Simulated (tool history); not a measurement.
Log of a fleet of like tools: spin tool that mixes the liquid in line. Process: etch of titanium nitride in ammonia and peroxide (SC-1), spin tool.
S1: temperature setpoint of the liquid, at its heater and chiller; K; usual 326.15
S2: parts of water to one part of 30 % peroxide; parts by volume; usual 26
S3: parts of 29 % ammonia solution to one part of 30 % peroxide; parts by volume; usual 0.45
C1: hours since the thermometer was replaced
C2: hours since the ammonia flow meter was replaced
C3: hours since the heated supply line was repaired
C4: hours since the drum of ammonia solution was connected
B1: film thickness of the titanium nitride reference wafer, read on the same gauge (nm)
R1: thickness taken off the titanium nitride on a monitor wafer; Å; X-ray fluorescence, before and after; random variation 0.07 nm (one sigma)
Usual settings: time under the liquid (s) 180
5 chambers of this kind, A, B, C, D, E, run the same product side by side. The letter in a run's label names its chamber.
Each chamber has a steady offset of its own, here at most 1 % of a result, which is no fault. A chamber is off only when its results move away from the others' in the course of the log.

run 1B day=0.217 | S1=326.15 S2=26 S3=0.45 time_under_the_liquid_(s)=180 | C1=62.9 C2=315.4 C3=30.1 C4=520.3 | B1=80.015 | R1=92.531
run 2E day=0.525 | S1=326.15 S2=26 S3=0.45 time_under_the_liquid_(s)=180 | C1=2824.4 C2=489.2 C3=1347.6 C4=362.1 | B1=80.029 | R1=92.598
-- day=0.908 chamber A: heated supply line repaired
run 3A day=0.942 | S1=326.15 S2=26 S3=0.45 time_under_the_liquid_(s)=180 | C1=803.8 C2=309.7 C3=0.9 C4=205.4 | B1=79.999 | R1=94.347
run 4D day=1.183 | S1=326.15 S2=26 S3=0.45 time_under_the_liquid_(s)=180 | C1=330.2 C2=929.6 C3=1227.6 C4=399.8 | B1=79.995 | R1=93.232
run 5C day=1.417 | S1=326.15 S2=26 S3=0.6 time_under_the_liquid_(s)=145 | C1=1744.7 C2=97.8 C3=2101.6 C4=424.2 | B1=80.011 | R1=79.751
-- day=1.538 chamber B: new drum of ammonia solution connected
-- day=1.683 chamber C: thermometer replaced
run 6D day=1.692 | S1=326.15 S2=26 S3=0.6 time_under_the_liquid_(s)=145 | C1=342.4 C2=941.8 C3=1239.8 C4=412 | B1=80.003 | R1=79.397
-- day=1.754 chamber B: ammonia flow meter replaced
run 7C day=2.075 | S1=326.15 S2=26 S3=0.6 time_under_the_liquid_(s)=145 | C1=9.4 C2=113.6 C3=2117.4 C4=440 | B1=80.006 | R1=79.751
run 8A day=2.438 | S1=326.15 S2=26 S3=0.6 time_under_the_liquid_(s)=145 | C1=839.7 C2=345.6 C3=36.8 C4=241.3 | B1=79.997 | R1=80.842
run 9E day=2.708 | S1=326.15 S2=26 S3=0.6 time_under_the_liquid_(s)=145 | C1=2876.8 C2=541.6 C3=1400 C4=414.5 | B1=80.014 | R1=78.74
run 10B day=2.946 | S1=326.15 S2=26 S3=0.45 time_under_the_liquid_(s)=180 | C1=128.4 C2=28.7 C3=95.6 C4=33.9 | B1=79.995 | R1=93.737
run 11B day=3.367 | S1=326.15 S2=26 S3=0.45 time_under_the_liquid_(s)=180 | C1=138.5 C2=38.8 C3=105.7 C4=44 | B1=79.971 | R1=93.76
run 12C day=3.742 | S1=326.15 S2=26 S3=0.45 time_under_the_liquid_(s)=180 | C1=49.4 C2=153.6 C3=2157.4 C4=480 | B1=80.001 | R1=92.774
run 13A day=4.042 | S1=326.15 S2=26 S3=0.45 time_under_the_liquid_(s)=180 | C1=878.2 C2=384.1 C3=75.3 C4=279.8 | B1=79.993 | R1=94.279
run 14D day=4.408 | S1=326.15 S2=26 S3=0.45 time_under_the_liquid_(s)=180 | C1=407.6 C2=1007 C3=1305 C4=477.2 | B1=79.988 | R1=94.549
run 15E day=4.683 | S1=326.15 S2=26 S3=0.45 time_under_the_liquid_(s)=180 | C1=2924.2 C2=589 C3=1447.4 C4=461.9 | B1=79.995 | R1=93.82
run 16E day=5.054 | S1=326.15 S2=26 S3=0.45 time_under_the_liquid_(s)=180 | C1=2933.1 C2=597.9 C3=1456.3 C4=470.8 | B1=80.002 | R1=93.887
-- day=5.271 chamber E: new drum of ammonia solution connected
run 17B day=5.533 | S1=326.15 S2=26 S3=0.45 time_under_the_liquid_(s)=180 | C1=190.5 C2=90.8 C3=157.7 C4=96 | B1=80 | R1=92.627
run 18A day=5.808 | S1=326.15 S2=26 S3=0.45 time_under_the_liquid_(s)=180 | C1=920.6 C2=426.5 C3=117.7 C4=322.2 | B1=80.018 | R1=93.925
run 19D day=6.125 | S1=326.15 S2=26 S3=0.45 time_under_the_liquid_(s)=180 | C1=448.8 C2=1048.2 C3=1346.2 C4=518.4 | B1=79.996 | R1=94.165
run 20C day=6.433 | S1=326.15 S2=26 S3=0.3 time_under_the_liquid_(s)=105 | C1=114 C2=218.2 C3=2222 C4=544.6 | B1=79.99 | R1=49.197
run 21B day=6.783 | S1=326.15 S2=26 S3=0.3 time_under_the_liquid_(s)=105 | C1=220.5 C2=120.8 C3=187.7 C4=126 | B1=80.02 | R1=50.27
run 22C day=7.246 | S1=326.15 S2=26 S3=0.3 time_under_the_liquid_(s)=105 | C1=133.5 C2=237.7 C3=2241.5 C4=564.1 | B1=79.98 | R1=48.901
run 23A day=7.638 | S1=326.15 S2=26 S3=0.3 time_under_the_liquid_(s)=105 | C1=964.5 C2=470.4 C3=161.6 C4=366.1 | B1=79.985 | R1=51.35
-- day=7.858 chamber E: thermometer replaced
run 24E day=7.908 | S1=326.15 S2=26 S3=0.3 time_under_the_liquid_(s)=105 | C1=1.3 C2=666.4 C3=1524.8 C4=63.4 | B1=79.994 | R1=50.183
run 25D day=8.138 | S1=326.15 S2=26 S3=0.45 time_under_the_liquid_(s)=180 | C1=497.1 C2=1096.5 C3=1394.5 C4=566.7 | B1=79.997 | R1=93.881
-- day=8.208 chamber D: new drum of ammonia solution connected
run 26E day=8.375 | S1=326.15 S2=26 S3=0.45 time_under_the_liquid_(s)=180 | C1=12.5 C2=677.6 C3=1536 C4=74.6 | B1=80.031 | R1=94.219
run 27C day=8.583 | S1=326.15 S2=26 S3=0.45 time_under_the_liquid_(s)=180 | C1=165.6 C2=269.8 C3=2273.6 C4=596.2 | B1=80.003 | R1=90.055
run 28B day=9.033 | S1=326.15 S2=26 S3=0.45 time_under_the_liquid_(s)=180 | C1=274.5 C2=174.8 C3=241.7 C4=180 | B1=80.004 | R1=93.228
run 29D day=9.454 | S1=326.15 S2=26 S3=0.45 time_under_the_liquid_(s)=180 | C1=528.7 C2=1128.1 C3=1426.1 C4=30 | B1=79.993 | R1=94.023
run 30A day=9.8 | S1=326.15 S2=26 S3=0.45 time_under_the_liquid_(s)=180 | C1=1016.4 C2=522.3 C3=213.5 C4=418 | B1=80.012 | R1=94.66
run 31E day=10.15 | S1=332.65 S2=21.5 S3=0.45 time_under_the_liquid_(s)=180 | C1=55.1 C2=720.2 C3=1578.6 C4=117.2 | B1=79.988 | R1=161.47
run 32D day=10.488 | S1=332.65 S2=21.5 S3=0.45 time_under_the_liquid_(s)=180 | C1=553.5 C2=1152.9 C3=1450.9 C4=54.8 | B1=80.002 | R1=161
run 33A day=10.725 | S1=332.65 S2=21.5 S3=0.45 time_under_the_liquid_(s)=180 | C1=1038.6 C2=544.5 C3=235.7 C4=440.2 | B1=79.996 | R1=163.08
run 34B day=10.954 | S1=332.65 S2=21.5 S3=0.45 time_under_the_liquid_(s)=180 | C1=320.6 C2=220.9 C3=287.8 C4=226.1 | B1=79.999 | R1=158.55

Is one chamber off against the others, does the gauge drift, or is nothing wrong? If a chamber is off, say which, and what the likeliest cause is.

Chamber C drifts away from the others.
Cause: temperature lost on the way to the wafer (K) = 0.975.
The log may not tell that from: liquid colder than its thermometer reads (K).

Here are 4 candidates for chamber C's next run, each the usual settings with a change, their results left as question marks. Which one brings its results back in line with what the others give on the usual settings?
In line means no further than this from the other chambers' mean on the usual settings: R1 2.4 Å
run 35C-1 day=11.3 | S1=326.65 S2=26 S3=0.45 time_under_the_liquid_(s)=185 | R1=?
run 35C-2 day=11.3 | S1=326.15 S2=26.5 S3=0.45 time_under_the_liquid_(s)=180 | R1=?
run 35C-3 day=11.3 | S1=325.65 S2=26 S3=0.45 time_under_the_liquid_(s)=175 | R1=?
run 35C-4 day=11.3 | S1=326.15 S2=25.5 S3=0.45 time_under_the_liquid_(s)=180 | R1=?

The other chambers' mean on the usual settings: R1 93.482 Å
run=35C-1 R1=93.468
run=35C-2 R1=86.984
run=35C-3 R1=82.592
run=35C-4 R1=88.905
35C-1 brings the chamber back in line.

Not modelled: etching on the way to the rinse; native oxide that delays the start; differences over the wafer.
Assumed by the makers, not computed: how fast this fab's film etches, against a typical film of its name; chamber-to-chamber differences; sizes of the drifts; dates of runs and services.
